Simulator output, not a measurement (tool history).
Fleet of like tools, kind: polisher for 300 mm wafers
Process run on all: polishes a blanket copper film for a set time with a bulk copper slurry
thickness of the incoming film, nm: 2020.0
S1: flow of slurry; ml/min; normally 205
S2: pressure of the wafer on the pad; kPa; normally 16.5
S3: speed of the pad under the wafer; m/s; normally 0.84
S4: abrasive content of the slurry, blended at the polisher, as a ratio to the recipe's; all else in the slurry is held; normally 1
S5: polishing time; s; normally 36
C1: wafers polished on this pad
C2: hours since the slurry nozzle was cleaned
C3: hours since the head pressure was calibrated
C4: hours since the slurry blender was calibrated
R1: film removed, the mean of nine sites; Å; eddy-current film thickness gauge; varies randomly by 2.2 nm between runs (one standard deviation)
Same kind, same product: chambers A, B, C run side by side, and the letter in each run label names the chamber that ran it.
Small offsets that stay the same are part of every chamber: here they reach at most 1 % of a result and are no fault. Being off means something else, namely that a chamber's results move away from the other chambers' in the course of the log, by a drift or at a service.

{"run": "1C", "hour": 5.0, "S1": 205, "S2": 16.5, "S3": 0.84, "S4": 1, "S5": 36, "C1": 251, "C2": 572.9, "C3": 745.7, "C4": 183.6, "R1": 2246.6}
{"run": "2A", "hour": 7.9, "S1": 205, "S2": 16.5, "S3": 0.84, "S4": 1, "S5": 36, "C1": 1562, "C2": 75.9, "C3": 1319.1, "C4": 33.4, "R1": 2204.3}
{"hour": 10.8, "done": "chamber A: worn pad replaced by a new one"}
{"run": "3B", "hour": 11.7, "S1": 205, "S2": 16.5, "S3": 0.84, "S4": 1, "S5": 36, "C1": 639, "C2": 118.8, "C3": 74.4, "C4": 40.8, "R1": 2221.2}
{"run": "4A", "hour": 14.7, "S1": 205, "S2": 16.5, "S3": 0.84, "S4": 1, "S5": 36, "C1": 36, "C2": 82.7, "C3": 1325.9, "C4": 40.2, "R1": 2257.9}
{"run": "5B", "hour": 19.3, "S1": 205, "S2": 16.5, "S3": 0.84, "S4": 1, "S5": 36, "C1": 708, "C2": 126.4, "C3": 82, "C4": 48.4, "R1": 2195.7}
{"run": "6C", "hour": 21.9, "S1": 205, "S2": 16.5, "S3": 0.84, "S4": 1, "S5": 36, "C1": 404, "C2": 589.8, "C3": 762.6, "C4": 200.5, "R1": 2236.1}
{"run": "7A", "hour": 24.3, "S1": 205, "S2": 16.5, "S3": 0.84, "S4": 1, "S5": 36, "C1": 123, "C2": 92.3, "C3": 1335.5, "C4": 49.8, "R1": 2280.1}
{"run": "8B", "hour": 28.5, "S1": 205, "S2": 16.5, "S3": 0.84, "S4": 1, "S5": 36, "C1": 792, "C2": 135.6, "C3": 91.2, "C4": 57.6, "R1": 2227.2}
{"run": "9C", "hour": 33.6, "S1": 205, "S2": 16.5, "S3": 0.84, "S4": 1, "S5": 36, "C1": 511, "C2": 601.5, "C3": 774.3, "C4": 212.2, "R1": 2228.6}
{"hour": 34.5, "done": "chamber C: slurry nozzle cleaned"}
{"hour": 34.6, "done": "chamber C: head pressure recalibrated"}
{"run": "10A", "hour": 35.8, "S1": 205, "S2": 16.5, "S3": 0.84, "S4": 1, "S5": 48, "C1": 227, "C2": 103.8, "C3": 1347, "C4": 61.3, "R1": 2984.1}
{"run": "11B", "hour": 40.1, "S1": 205, "S2": 16.5, "S3": 0.84, "S4": 1, "S5": 48, "C1": 897, "C2": 147.2, "C3": 102.8, "C4": 69.2, "R1": 3007.7}
{"run": "12C", "hour": 42.9, "S1": 205, "S2": 16.5, "S3": 0.84, "S4": 1, "S5": 48, "C1": 595, "C2": 8.4, "C3": 8.3, "C4": 221.5, "R1": 2947.1}
{"run": "13A", "hour": 47.8, "S1": 205, "S2": 16.5, "S3": 0.84, "S4": 1, "S5": 36, "C1": 336, "C2": 115.8, "C3": 1359, "C4": 73.3, "R1": 2242.9}
{"run": "14C", "hour": 50.8, "S1": 205, "S2": 16.5, "S3": 0.84, "S4": 1, "S5": 36, "C1": 667, "C2": 16.3, "C3": 16.2, "C4": 229.4, "R1": 2224.8}
{"run": "15B", "hour": 55.1, "S1": 205, "S2": 16.5, "S3": 0.84, "S4": 1, "S5": 36, "C1": 1033, "C2": 162.2, "C3": 117.8, "C4": 84.2, "R1": 2192.7}
{"run": "16B", "hour": 57.9, "S1": 205, "S2": 16.5, "S3": 0.84, "S4": 1, "S5": 36, "C1": 1059, "C2": 165, "C3": 120.6, "C4": 87, "R1": 2210.3}
{"run": "17C", "hour": 60.2, "S1": 205, "S2": 16.5, "S3": 0.84, "S4": 1, "S5": 36, "C1": 752, "C2": 25.7, "C3": 25.6, "C4": 238.8, "R1": 2200.4}
{"run": "18A", "hour": 63.3, "S1": 205, "S2": 16.5, "S3": 0.84, "S4": 1, "S5": 36, "C1": 477, "C2": 131.3, "C3": 1374.5, "C4": 88.8, "R1": 2205.8}
{"run": "19A", "hour": 65.8, "S1": 205, "S2": 16.5, "S3": 0.84, "S4": 1, "S5": 36, "C1": 500, "C2": 133.8, "C3": 1377, "C4": 91.3, "R1": 2233.4}
{"run": "20C", "hour": 68.9, "S1": 205, "S2": 16.5, "S3": 0.84, "S4": 1, "S5": 36, "C1": 831, "C2": 34.4, "C3": 34.3, "C4": 247.5, "R1": 2248}
{"run": "21B", "hour": 73.3, "S1": 205, "S2": 16.5, "S3": 0.84, "S4": 1, "S5": 36, "C1": 1199, "C2": 180.4, "C3": 136, "C4": 102.4, "R1": 2182.7}
{"run": "22C", "hour": 76.8, "S1": 205, "S2": 16.5, "S3": 0.84, "S4": 1, "S5": 36, "C1": 903, "C2": 42.3, "C3": 42.2, "C4": 255.4, "R1": 2237.6}
{"run": "23B", "hour": 79.3, "S1": 205, "S2": 16.5, "S3": 0.84, "S4": 1, "S5": 36, "C1": 1253, "C2": 186.4, "C3": 142, "C4": 108.4, "R1": 2193}
{"run": "24A", "hour": 82.2, "S1": 205, "S2": 16.5, "S3": 0.84, "S4": 1, "S5": 36, "C1": 648, "C2": 150.2, "C3": 1393.4, "C4": 107.7, "R1": 2266.1}
{"run": "25B", "hour": 84.9, "S1": 205, "S2": 16.5, "S3": 0.84, "S4": 1, "S5": 36, "C1": 1304, "C2": 192, "C3": 147.6, "C4": 114, "R1": 2223.5}
{"run": "26C", "hour": 88.0, "S1": 205, "S2": 16.5, "S3": 0.84, "S4": 1, "S5": 36, "C1": 1004, "C2": 53.5, "C3": 53.4, "C4": 266.6, "R1": 2228}
{"hour": 88.5, "done": "chamber A: head pressure recalibrated"}
{"run": "27A", "hour": 90.2, "S1": 205, "S2": 16.5, "S3": 0.84, "S4": 1, "S5": 36, "C1": 721, "C2": 158.2, "C3": 1.8, "C4": 115.7, "R1": 2452.4}
{"hour": 90.6, "done": "chamber B: worn pad replaced by a new one"}
{"run": "28C", "hour": 94.4, "S1": 205, "S2": 16.5, "S3": 0.84, "S4": 1, "S5": 36, "C1": 1062, "C2": 59.9, "C3": 59.8, "C4": 273, "R1": 2252.5}
{"run": "29A", "hour": 97.4, "S1": 145, "S2": 16.5, "S3": 0.84, "S4": 1, "S5": 36, "C1": 786, "C2": 165.4, "C3": 9, "C4": 122.9, "R1": 2287.2}
{"run": "30B", "hour": 101.5, "S1": 145, "S2": 16.5, "S3": 0.84, "S4": 1, "S5": 36, "C1": 99, "C2": 208.6, "C3": 164.2, "C4": 130.6, "R1": 2128.5}
{"run": "31C", "hour": 104.2, "S1": 145, "S2": 16.5, "S3": 0.84, "S4": 1, "S5": 36, "C1": 1151, "C2": 69.7, "C3": 69.6, "C4": 282.8, "R1": 2129.8}
{"run": "32B", "hour": 108.9, "S1": 205, "S2": 16.5, "S3": 0.84, "S4": 1, "S5": 36, "C1": 167, "C2": 216, "C3": 171.6, "C4": 138, "R1": 2221.6}
{"run": "33A", "hour": 111.1, "S1": 235, "S2": 20.7, "S3": 0.84, "S4": 1, "S5": 36, "C1": 911, "C2": 179.1, "C3": 22.7, "C4": 136.6, "R1": 3164.2}
{"run": "34B", "hour": 113.4, "S1": 235, "S2": 20.7, "S3": 0.84, "S4": 1, "S5": 36, "C1": 207, "C2": 220.5, "C3": 176.1, "C4": 142.5, "R1": 2816.2}
{"run": "35A", "hour": 117.7, "S1": 235, "S2": 20.7, "S3": 0.84, "S4": 1, "S5": 36, "C1": 971, "C2": 185.7, "C3": 29.3, "C4": 143.2, "R1": 3119.1}
{"run": "36C", "hour": 122.1, "S1": 205, "S2": 16.5, "S3": 0.84, "S4": 1, "S5": 36, "C1": 1314, "C2": 87.6, "C3": 87.5, "C4": 300.7, "R1": 2222.4}
{"hour": 124.6, "done": "chamber B: slurry blender recalibrated"}
{"run": "37A", "hour": 126.1, "S1": 165, "S2": 16.5, "S3": 0.84, "S4": 1, "S5": 44, "C1": 1047, "C2": 194.1, "C3": 37.7, "C4": 151.6, "R1": 3009.9}
{"run": "38B", "hour": 129.1, "S1": 165, "S2": 16.5, "S3": 0.84, "S4": 1, "S5": 44, "C1": 350, "C2": 236.2, "C3": 191.8, "C4": 4.6, "R1": 2655.1}
{"hour": 133.1, "done": "chamber A: slurry blender recalibrated"}
{"run": "39C", "hour": 133.3, "S1": 165, "S2": 16.5, "S3": 0.84, "S4": 1, "S5": 44, "C1": 1416, "C2": 98.8, "C3": 98.7, "C4": 311.9, "R1": 2711}
{"run": "40A", "hour": 137.3, "S1": 205, "S2": 16.5, "S3": 0.84, "S4": 1, "S5": 36, "C1": 1149, "C2": 205.3, "C3": 48.9, "C4": 4.2, "R1": 2483.3}
{"run": "41B", "hour": 139.5, "S1": 205, "S2": 16.5, "S3": 0.84, "S4": 1, "S5": 36, "C1": 444, "C2": 246.6, "C3": 202.2, "C4": 15, "R1": 2256.1}
{"run": "42C", "hour": 144.1, "S1": 205, "S2": 16.5, "S3": 0.84, "S4": 1, "S5": 36, "C1": 1514, "C2": 109.6, "C3": 109.5, "C4": 322.7, "R1": 2214.8}
{"run": "43B", "hour": 148.2, "S1": 205, "S2": 16.5, "S3": 0.84, "S4": 1, "S5": 36, "C1": 523, "C2": 255.3, "C3": 210.9, "C4": 23.7, "R1": 2220.4}

Is one chamber off against the others, does the gauge drift, or is nothing wrong? If a chamber is off, say which, and what the likeliest cause is.

The work done on chamber A during a service left it standing apart from the others.
Most likely cause: head's pressure above its setpoint, % = 10.2.

Below are 4 candidate recipes for chamber A's next run, each the usual settings with a change, their results shown as question marks. Which of them brings A's results back in line with what the other chambers give on the usual settings?
Allowed miss from the other chambers' usual-settings mean, per result, to count as in line: R1 77 Å
{"run": "44A-1", "hour": 151.9, "S1": 205, "S2": 16.5, "S3": 0.84, "S4": 1, "S5": 35, "R1": "?"}
{"run": "44A-2", "hour": 151.9, "S1": 160, "S2": 16.5, "S3": 0.84, "S4": 0.75, "S5": 36, "R1": "?"}
{"run": "44A-3", "hour": 151.9, "S1": 205, "S2": 16.5, "S3": 0.86, "S4": 1, "S5": 37, "R1": "?"}
{"run": "44A-4", "hour": 151.9, "S1": 205, "S2": 17.2, "S3": 0.86, "S4": 1, "S5": 37, "R1": "?"}

Usual-settings mean across the other chambers: R1 2232.9 Å
run=44A-1 R1=2398.3
run=44A-2 R1=2241.8
run=44A-3 R1=2596.1
run=44A-4 R1=2703.2
44A-2 is the one that brings the chamber's results back in line with the other chambers.
